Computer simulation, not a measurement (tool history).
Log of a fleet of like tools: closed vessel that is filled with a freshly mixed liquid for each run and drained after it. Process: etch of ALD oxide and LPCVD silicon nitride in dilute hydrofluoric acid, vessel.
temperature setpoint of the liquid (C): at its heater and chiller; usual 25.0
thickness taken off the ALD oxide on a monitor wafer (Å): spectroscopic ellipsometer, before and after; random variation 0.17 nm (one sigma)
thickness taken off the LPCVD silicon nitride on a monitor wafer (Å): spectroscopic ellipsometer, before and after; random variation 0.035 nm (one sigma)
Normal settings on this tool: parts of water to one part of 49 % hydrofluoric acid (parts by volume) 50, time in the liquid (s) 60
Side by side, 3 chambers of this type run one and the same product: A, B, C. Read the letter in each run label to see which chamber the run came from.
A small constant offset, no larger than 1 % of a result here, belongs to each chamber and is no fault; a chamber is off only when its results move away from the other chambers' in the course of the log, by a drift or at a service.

run   hour  temperature setpoint of the liquid (C)  parts of water to one part of 49 % hydrofluoric acid (parts by volume)  time in the liquid (s)  hours since the thermometer was replaced  hours since the hydrofluoric acid flow meter was replaced  read-back film thickness of the ALD oxide reference wafer, read on the same gauge (nm)  read-back film thickness of the LPCVD silicon nitride reference wafer, read on the same gauge (nm)  thickness taken off the ALD oxide on a monitor wafer (Å)  thickness taken off the LPCVD silicon nitride on a monitor wafer (Å)
 1B   10.2                                    25.0                                                                      50                      60                                     608.0                                                      120.8                                                                                  29.989                                                                                              130.02                                                    174.06                                                                6.6948
 2A   16.6                                    25.0                                                                      50                      60                                     249.2                                                      274.6                                                                                  29.978                                                                                              130.01                                                    174.39                                                                6.4669
 3C   24.7                                    25.0                                                                      50                      60                                     535.7                                                       85.1                                                                                  29.999                                                                                              129.98                                                    178.46                                                                6.3499
 4C   32.5                                    25.0                                                                      50                      60                                     543.5                                                       92.9                                                                                  30.010                                                                                              130.01                                                    176.48                                                                5.7803
 5A   37.2                                    25.0                                                                      50                      60                                     269.8                                                      295.2                                                                                  30.004                                                                                              130.02                                                    177.04                                                                5.8060
 6B   41.9                                    25.0                                                                      50                      60                                     639.7                                                      152.5                                                                                  29.993                                                                                              130.00                                                    176.11                                                                5.7386
 7B   50.6                                    25.0                                                                      50                      80                                     648.4                                                      161.2                                                                                  29.998                                                                                              130.00                                                    233.10                                                                8.6274
 8C   56.7                                    25.0                                                                      50                      80                                     567.7                                                      117.1                                                                                  30.018                                                                                              130.00                                                    237.24                                                                8.7193
 9A   64.7                                    25.0                                                                      50                      80                                     297.3                                                      322.7                                                                                  30.026                                                                                              130.00                                                    235.62                                                                8.8526
10C   72.8                                    25.0                                                                      50                      60                                     583.8                                                      133.2                                                                                  29.997                                                                                              130.04                                                    174.03                                                                6.2048
11A   82.3                                    27.5                                                                      65                      60                                     314.9                                                      340.3                                                                                  30.030                                                                                              129.97                                                    147.91                                                                6.0505
12B   87.9                                    27.5                                                                      65                      60                                     685.7                                                      198.5                                                                                  29.996                                                                                              130.00                                                    147.75                                                                5.7757
13B   93.4                                    27.5                                                                      65                      60                                     691.2                                                      204.0                                                                                  30.005                                                                                              129.99                                                    144.27                                                                6.1533
14C  103.5                                    25.0                                                                      50                      60                                     614.5                                                      163.9                                                                                  30.010                                                                                              130.02                                                    177.28                                                                7.0408
15A  113.7                                    25.0                                                                      50                      60                                     346.3                                                      371.7                                                                                  30.010                                                                                              129.97                                                    175.67                                                                7.1301
16C  123.2                                    25.0                                                                      50                      60                                     634.2                                                      183.6                                                                                  30.010                                                                                              129.97                                                    177.44                                                                6.5950
17B  130.2                                    25.0                                                                      50                      60                                     728.0                                                      240.8                                                                                  30.005                                                                                              130.03                                                    177.43                                                                6.4232
18A  138.0                                    25.0                                                                      50                      60                                     370.6                                                      396.0                                                                                  30.005                                                                                              129.99                                                    174.49                                                                5.8702
19C  144.1                                    25.0                                                                      50                      60                                     655.1                                                      204.5                                                                                  30.008                                                                                              130.01                                                    173.83                                                                6.1853
20A  149.7                                    25.0                                                                      50                      60                                     382.3                                                      407.7                                                                                  30.022                                                                                              130.00                                                    179.35                                                                6.5511
21B  154.3                                    25.0                                                                      50                      60                                     752.1                                                      264.9                                                                                  30.009                                                                                              130.00                                                    175.81                                                                6.8540
22A  160.4                                    25.0                                                                      50                      60                                     393.0                                                      418.4                                                                                  29.995                                                                                              130.01                                                    178.47                                                                6.8050
23C  170.3                                    29.5                                                                      50                      60                                     681.3                                                      230.7                                                                                  30.004                                                                                              129.97                                                    205.51                                                                8.9982

Read the log: is a single chamber off, either drifting away or since a service, is the gauge that measures every chamber drifting, or is nothing wrong beyond small per-chamber offsets? Name any odd chamber and what most likely caused it.

Nothing is wrong: each chamber keeps only its own small, steady offset and the gauge holds still.
